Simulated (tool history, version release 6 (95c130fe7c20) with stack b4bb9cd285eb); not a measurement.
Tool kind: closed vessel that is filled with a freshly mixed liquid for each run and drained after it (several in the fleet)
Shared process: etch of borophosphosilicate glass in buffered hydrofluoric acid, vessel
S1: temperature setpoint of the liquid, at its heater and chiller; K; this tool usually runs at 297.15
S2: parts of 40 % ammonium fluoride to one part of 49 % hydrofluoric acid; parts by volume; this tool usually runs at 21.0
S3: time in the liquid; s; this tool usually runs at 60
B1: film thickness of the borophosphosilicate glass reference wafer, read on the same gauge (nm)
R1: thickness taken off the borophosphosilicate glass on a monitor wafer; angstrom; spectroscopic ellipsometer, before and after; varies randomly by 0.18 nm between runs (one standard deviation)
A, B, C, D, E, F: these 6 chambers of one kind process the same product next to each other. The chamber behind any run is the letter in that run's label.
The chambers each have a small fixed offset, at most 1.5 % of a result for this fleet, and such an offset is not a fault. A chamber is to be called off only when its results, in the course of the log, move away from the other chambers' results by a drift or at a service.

run	day	S1	S2	S3	B1	R1
1E	0.554	297.15	21.0	60	40.024	373.39
2A	1.171	297.15	21.0	60	39.980	365.33
3F	1.646	297.15	21.0	60	40.008	366.19
4D	1.992	297.15	21.0	60	39.992	369.59
5B	2.400	297.15	21.0	60	39.979	366.06
6C	2.829	297.15	21.0	60	40.001	369.24
7C	3.433	297.15	21.0	60	40.003	366.87
8F	3.712	297.15	21.0	60	39.970	363.97
9A	4.012	297.15	21.0	60	40.001	364.31
10D	4.500	297.15	21.0	60	39.967	368.09
11E	4.988	297.15	21.0	60	40.012	373.54
12B	5.575	297.15	21.0	60	39.990	372.32
13D	5.950	297.15	21.0	60	39.986	368.54
14A	6.238	297.15	21.0	60	39.981	359.81
15C	6.512	297.15	21.0	60	40.008	373.97
16F	7.038	297.15	21.0	60	39.979	361.09
17B	7.408	297.15	21.0	60	39.986	366.99
18E	8.004	297.15	21.0	60	40.015	368.01
19B	8.333	297.15	21.0	60	40.019	367.41
20A	8.838	297.15	21.0	60	40.000	365.36
21C	9.225	297.15	21.0	60	40.025	373.99
22D	9.754	293.15	21.0	40	40.034	197.39
23E	10.133	293.15	21.0	40	39.993	195.89
24F	10.667	293.15	21.0	40	40.031	194.83
25F	11.088	293.15	21.0	40	39.989	192.90
26E	11.375	293.15	21.0	40	40.004	198.73
27B	11.788	293.15	21.0	40	40.017	195.52
28C	12.208	297.15	21.0	60	40.005	379.34
29D	12.629	297.15	21.0	60	40.014	373.38
30A	12.950	297.15	21.0	60	39.978	365.48
31D	13.329	297.15	21.0	60	40.006	369.76
32C	13.783	297.15	21.0	60	39.985	381.13
33E	14.258	297.15	21.0	60	39.986	369.99
34A	14.529	297.15	21.0	60	40.012	364.49
35F	15.138	297.15	21.0	60	40.016	363.04
36B	15.612	297.15	21.0	60	39.979	366.57
37E	16.162	292.65	15.0	60	39.995	394.59
38D	16.675	292.65	15.0	60	40.025	393.01
39A	17.196	292.65	15.0	60	40.016	384.36
40B	17.467	292.65	15.0	60	40.030	398.40
41F	18.083	292.65	15.0	60	40.009	388.93
42C	18.492	292.65	15.0	60	40.000	416.14

One chamber off, gauge drift, or nothing amiss beyond the chambers' own small offsets? If it is a chamber, which one, and what is the likeliest cause?

Little by little, chamber C moves away from the other chambers.
Most likely cause: liquid hotter than its thermometer reads (K) = 0.965.
The log may not tell that from: hydrofluoric acid flow above the setpoint (%).

Which of the 4 candidates below, each the usual settings with something changed and its results left as question marks, puts chamber C back in line with what the other chambers give on the usual settings?
A result is in line if it is within this distance of the other chambers' mean on the usual settings: R1 6.50 angstrom
43C-1	18.933	297.65	19.5	60		?
43C-2	18.933	296.65	22.0	60		?
43C-3	18.933	295.65	21.0	60		?
43C-4	18.933	298.15	21.0	60		?

Other chambers, usual settings, mean: R1 367.17 angstrom
run	R1
43C-1	421.29
43C-2	365.25
43C-3	357.29
43C-4	408.51
43C-2 brings the chamber back in line.
